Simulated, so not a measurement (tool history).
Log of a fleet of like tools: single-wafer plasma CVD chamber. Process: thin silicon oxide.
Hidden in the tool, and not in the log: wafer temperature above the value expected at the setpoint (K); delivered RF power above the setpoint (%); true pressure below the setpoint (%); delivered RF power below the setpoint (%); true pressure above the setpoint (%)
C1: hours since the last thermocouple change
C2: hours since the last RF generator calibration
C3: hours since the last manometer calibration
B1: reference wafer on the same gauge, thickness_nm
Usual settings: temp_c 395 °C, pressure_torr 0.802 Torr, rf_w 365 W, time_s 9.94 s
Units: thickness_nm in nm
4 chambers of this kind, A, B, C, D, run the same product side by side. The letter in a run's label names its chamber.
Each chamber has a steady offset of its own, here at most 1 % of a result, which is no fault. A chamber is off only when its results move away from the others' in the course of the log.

run 1C hour=4.1 | temp_c=395 pressure_torr=0.802 rf_w=365 time_s=9.94 | C1=564.0 C2=1061.1 C3=890.6 | B1=18.093 | thickness_nm=19.844
run 2A hour=10.2 | temp_c=395 pressure_torr=0.802 rf_w=365 time_s=9.94 | C1=903.9 C2=313.8 C3=365.4 | B1=18.094 | thickness_nm=19.998
run 3B hour=14.1 | temp_c=395 pressure_torr=0.802 rf_w=365 time_s=9.94 | C1=753.0 C2=807.1 C3=777.9 | B1=18.092 | thickness_nm=19.864
run 4D hour=20.1 | temp_c=395 pressure_torr=0.802 rf_w=365 time_s=9.94 | C1=632.7 C2=911.2 C3=1232.0 | B1=18.100 | thickness_nm=19.808
run 5C hour=25.7 | temp_c=395 pressure_torr=0.802 rf_w=365 time_s=9.94 | C1=585.6 C2=1082.7 C3=912.2 | B1=18.120 | thickness_nm=19.803
run 6D hour=32.2 | temp_c=395 pressure_torr=0.802 rf_w=365 time_s=10.75 | C1=644.8 C2=923.3 C3=1244.1 | B1=18.102 | thickness_nm=21.498
run 7B hour=37.5 | temp_c=395 pressure_torr=0.802 rf_w=365 time_s=10.75 | C1=776.4 C2=830.5 C3=801.3 | B1=18.107 | thickness_nm=21.420
run 8A hour=45.0 | temp_c=395 pressure_torr=0.802 rf_w=365 time_s=10.75 | C1=938.7 C2=348.6 C3=400.2 | B1=18.093 | thickness_nm=21.779
run 9B hour=49.5 | temp_c=395 pressure_torr=0.802 rf_w=365 time_s=10.75 | C1=788.4 C2=842.5 C3=813.3 | B1=18.093 | thickness_nm=21.398
run 10C hour=54.7 | temp_c=395 pressure_torr=0.741 rf_w=365 time_s=10.73 | C1=614.6 C2=1111.7 C3=941.2 | B1=18.095 | thickness_nm=19.913
run 11A hour=62.4 | temp_c=395 pressure_torr=0.741 rf_w=365 time_s=10.73 | C1=956.1 C2=366.0 C3=417.6 | B1=18.081 | thickness_nm=20.099
run 12D hour=66.7 | temp_c=395 pressure_torr=0.741 rf_w=365 time_s=10.73 | C1=679.3 C2=957.8 C3=1278.6 | B1=18.093 | thickness_nm=19.928
run 13C hour=72.3 | temp_c=395 pressure_torr=0.741 rf_w=365 time_s=10.73 | C1=632.2 C2=1129.3 C3=958.8 | B1=18.115 | thickness_nm=19.887
run 14B hour=76.6 | temp_c=395 pressure_torr=0.802 rf_w=365 time_s=9.94 | C1=815.5 C2=869.6 C3=840.4 | B1=18.102 | thickness_nm=19.853
run 15D hour=83.2 | temp_c=395 pressure_torr=0.802 rf_w=365 time_s=9.94 | C1=695.8 C2=974.3 C3=1295.1 | B1=18.112 | thickness_nm=20.027
run 16A hour=87.1 | temp_c=395 pressure_torr=0.802 rf_w=295 time_s=11.46 | C1=980.8 C2=390.7 C3=442.3 | B1=18.110 | thickness_nm=21.210
run 17D hour=93.6 | temp_c=395 pressure_torr=0.802 rf_w=295 time_s=11.46 | C1=706.2 C2=984.7 C3=1305.5 | B1=18.112 | thickness_nm=21.136
run 18A hour=99.4 | temp_c=395 pressure_torr=0.802 rf_w=295 time_s=11.46 | C1=993.1 C2=403.0 C3=454.6 | B1=18.090 | thickness_nm=21.174
run 19C hour=104.3 | temp_c=395 pressure_torr=0.802 rf_w=295 time_s=11.46 | C1=664.2 C2=1161.3 C3=990.8 | B1=18.096 | thickness_nm=21.068
run 20B hour=111.0 | temp_c=395 pressure_torr=0.802 rf_w=365 time_s=9.94 | C1=849.9 C2=904.0 C3=874.8 | B1=18.082 | thickness_nm=19.848
run 21C hour=117.8 | temp_c=395 pressure_torr=0.802 rf_w=365 time_s=9.94 | C1=677.7 C2=1174.8 C3=1004.3 | B1=18.117 | thickness_nm=19.809
run 22B hour=122.1 | temp_c=395 pressure_torr=0.802 rf_w=365 time_s=9.94 | C1=861.0 C2=915.1 C3=885.9 | B1=18.112 | thickness_nm=19.870
run 23A hour=126.7 | temp_c=395 pressure_torr=0.802 rf_w=365 time_s=9.94 | C1=1020.4 C2=430.3 C3=481.9 | B1=18.093 | thickness_nm=20.058
run 24D hour=134.3 | temp_c=395 pressure_torr=0.802 rf_w=365 time_s=9.94 | C1=746.9 C2=1025.4 C3=1346.2 | B1=18.117 | thickness_nm=20.218
run 25B hour=139.9 | temp_c=382 pressure_torr=0.802 rf_w=325 time_s=9.94 | C1=878.8 C2=932.9 C3=903.7 | B1=18.097 | thickness_nm=19.179
run 26A hour=146.4 | temp_c=382 pressure_torr=0.802 rf_w=325 time_s=9.94 | C1=1040.1 C2=450.0 C3=501.6 | B1=18.090 | thickness_nm=19.314
run 27C hour=152.2 | temp_c=382 pressure_torr=0.802 rf_w=325 time_s=9.94 | C1=712.1 C2=1209.2 C3=1038.7 | B1=18.101 | thickness_nm=18.976
run 28D hour=158.0 | temp_c=382 pressure_torr=0.802 rf_w=325 time_s=9.94 | C1=770.6 C2=1049.1 C3=1369.9 | B1=18.102 | thickness_nm=19.404
run 29A hour=161.8 | temp_c=395 pressure_torr=0.802 rf_w=365 time_s=9.94 | C1=1055.5 C2=465.4 C3=517.0 | B1=18.101 | thickness_nm=19.938
run 30D hour=165.8 | temp_c=395 pressure_torr=0.802 rf_w=365 time_s=9.94 | C1=778.4 C2=1056.9 C3=1377.7 | B1=18.099 | thickness_nm=20.088
run 31B hour=169.2 | temp_c=395 pressure_torr=0.802 rf_w=365 time_s=9.94 | C1=908.1 C2=962.2 C3=933.0 | B1=18.120 | thickness_nm=19.737
run 32C hour=177.0 | temp_c=395 pressure_torr=0.802 rf_w=365 time_s=9.94 | C1=736.9 C2=1234.0 C3=1063.5 | B1=18.102 | thickness_nm=19.823
run 33A hour=183.0 | temp_c=395 pressure_torr=0.802 rf_w=365 time_s=9.94 | C1=1076.7 C2=486.6 C3=538.2 | B1=18.097 | thickness_nm=20.069
run 34D hour=190.2 | temp_c=395 pressure_torr=0.802 rf_w=365 time_s=9.94 | C1=802.8 C2=1081.3 C3=1402.1 | B1=18.110 | thickness_nm=20.388

Is one chamber off against the others, does the gauge drift, or is nothing wrong? If a chamber is off, say which, and what the likeliest cause is.

Chamber D drifts away from the others.
Cause: true pressure above the setpoint (%) = 2.78.

Here are 4 candidates for chamber D's next run, each the usual settings with a change, their results left as question marks. Which one brings its results back in line with what the others give on the usual settings?
In line means no further than this from the other chambers' mean on the usual settings: thickness_nm 0.260 nm
run 35D-1 hour=195.8 | temp_c=395 pressure_torr=0.802 rf_w=360 time_s=9.54 | thickness_nm=?
run 35D-2 hour=195.8 | temp_c=395 pressure_torr=0.824 rf_w=370 time_s=10.13 | thickness_nm=?
run 35D-3 hour=195.8 | temp_c=395 pressure_torr=0.791 rf_w=365 time_s=9.85 | thickness_nm=?
run 35D-4 hour=195.8 | temp_c=395 pressure_torr=0.802 rf_w=370 time_s=10.14 | thickness_nm=?

The other chambers' mean on the usual settings: thickness_nm 19.878 nm
run=35D-1 thickness_nm=19.402
run=35D-2 thickness_nm=21.293
run=35D-3 thickness_nm=19.865
run=35D-4 thickness_nm=20.825
35D-3 brings the chamber back in line.
